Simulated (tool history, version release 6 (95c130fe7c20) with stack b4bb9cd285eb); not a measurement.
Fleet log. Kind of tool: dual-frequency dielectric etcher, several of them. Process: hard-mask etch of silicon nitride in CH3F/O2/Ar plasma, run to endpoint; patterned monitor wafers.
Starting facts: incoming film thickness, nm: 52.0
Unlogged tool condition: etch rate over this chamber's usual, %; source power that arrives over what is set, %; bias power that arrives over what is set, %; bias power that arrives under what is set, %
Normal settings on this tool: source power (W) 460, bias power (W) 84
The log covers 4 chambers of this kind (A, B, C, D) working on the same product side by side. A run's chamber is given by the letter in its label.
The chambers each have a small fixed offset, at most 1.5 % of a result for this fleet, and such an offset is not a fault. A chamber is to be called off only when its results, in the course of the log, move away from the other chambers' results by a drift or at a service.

run     day  source power (W)  bias power (W)  hours since the last wet clean  hours since the last source power generator calibration  hours since the last bias power generator calibration  endpoint time (s)
 1A   0.358               460              84                           386.6                                                    901.4                                                 1989.8             67.596
 2B   0.796               460              84                            32.3                                                   1393.2                                                  957.3             68.071
 3D   1.050               460              84                           318.3                                                   1762.7                                                  148.2             67.792
 4C   1.267               460              84                           134.9                                                   3443.7                                                 2808.0             68.923
 5D   1.662               460              84                           333.0                                                   1777.4                                                  162.9             67.376
 6B   1.950               500             104                            60.0                                                   1420.9                                                  985.0             61.417
 7C   2.188               500             104                           157.0                                                   3465.8                                                 2830.1             62.378
 8A   2.596               500             104                           440.3                                                    955.1                                                 2043.5             61.059
 9A   2.954               500             104                           448.9                                                    963.7                                                 2052.1             60.901
10D   3.212               460              84                           370.2                                                   1814.6                                                  200.1             67.379
11C   3.621               460              84                           191.4                                                   3500.2                                                 2864.5             68.671
12B   4.008               460              84                           109.4                                                   1470.3                                                 1034.4             68.073
      4.017  -- chamber D: wet clean of the chamber
13C   4.438               460              84                           211.0                                                   3519.8                                                 2884.1             68.856
14B   4.662               460              84                           125.1                                                   1486.0                                                 1050.1             68.254
15A   5.075               460              84                           499.8                                                   1014.6                                                 2103.0             67.653
16D   5.462               460              84                            34.8                                                   1868.6                                                  254.1             67.872
17C   5.738               460              84                           242.2                                                   3551.0                                                 2915.3             68.506
18D   6.017               460              84                            48.1                                                   1881.9                                                  267.4             67.606
19B   6.283               460              84                           164.0                                                   1524.9                                                 1089.0             68.575
20A   6.604               530              97                           536.5                                                   1051.3                                                 2139.7             59.994
21D   6.846               530              97                            68.0                                                   1901.8                                                  287.3             60.275
22B   7.246               530              97                           187.1                                                   1548.0                                                 1112.1             61.608
23C   7.679               530              97                           288.8                                                   3597.6                                                 2961.9             61.820
24A   8.112               460              84                           572.7                                                   1087.5                                                 2175.9             66.721
25C   8.450               460              84                           307.3                                                   3616.1                                                 2980.4             68.767
26D   8.650               460              84                           111.3                                                   1945.1                                                  330.6             67.582
27A   9.088               460              84                           596.1                                                   1110.9                                                 2199.3             67.559
28B   9.358               370              73                           237.8                                                   1598.7                                                 1162.8             77.385
29B   9.771               370              73                           247.7                                                   1608.6                                                 1172.7             78.186
30C   9.967               370              73                           343.7                                                   3652.5                                                 3016.8             78.293
     10.088  -- chamber A: wet clean of the chamber
31D  10.296               370              73                           150.8                                                   1984.6                                                  370.1             77.228
32A  10.492               460              67                             9.7                                                   1144.6                                                 2233.0             72.545
33B  10.896               460              67                           274.7                                                   1635.6                                                 1199.7             73.559
34A  11.242               460              67                            27.7                                                   1162.6                                                 2251.0             73.377
35D  11.542               460              67                           180.7                                                   2014.5                                                  400.0             73.072
36C  11.967               460              84                           391.7                                                   3700.5                                                 3064.8             68.689
37C  12.354               460              84                           401.0                                                   3709.8                                                 3074.1             68.071
38A  12.692               460              84                            62.5                                                   1197.4                                                 2285.8             67.441
39B  12.900               380              84                           322.8                                                   1683.7                                                 1247.8             73.173
40D  13.100               380              84                           218.1                                                   2051.9                                                  437.4             71.922
41D  13.371               380              84                           224.6                                                   2058.4                                                  443.9             73.240
42B  13.708               380              84                           342.2                                                   1703.1                                                 1267.2             73.960
43C  14.004               370              76                           440.6                                                   3749.4                                                 3113.7             76.989
44A  14.412               370              76                           103.8                                                   1238.7                                                 2327.1             75.611

Which is it: a chamber that has drifted or been left off by a service, a gauge drift common to all chambers, or only each chamber's usual small offset? If a chamber is off, name it and its likeliest cause.

No chamber stands off beyond its own small offset, and the gauge holds steady.
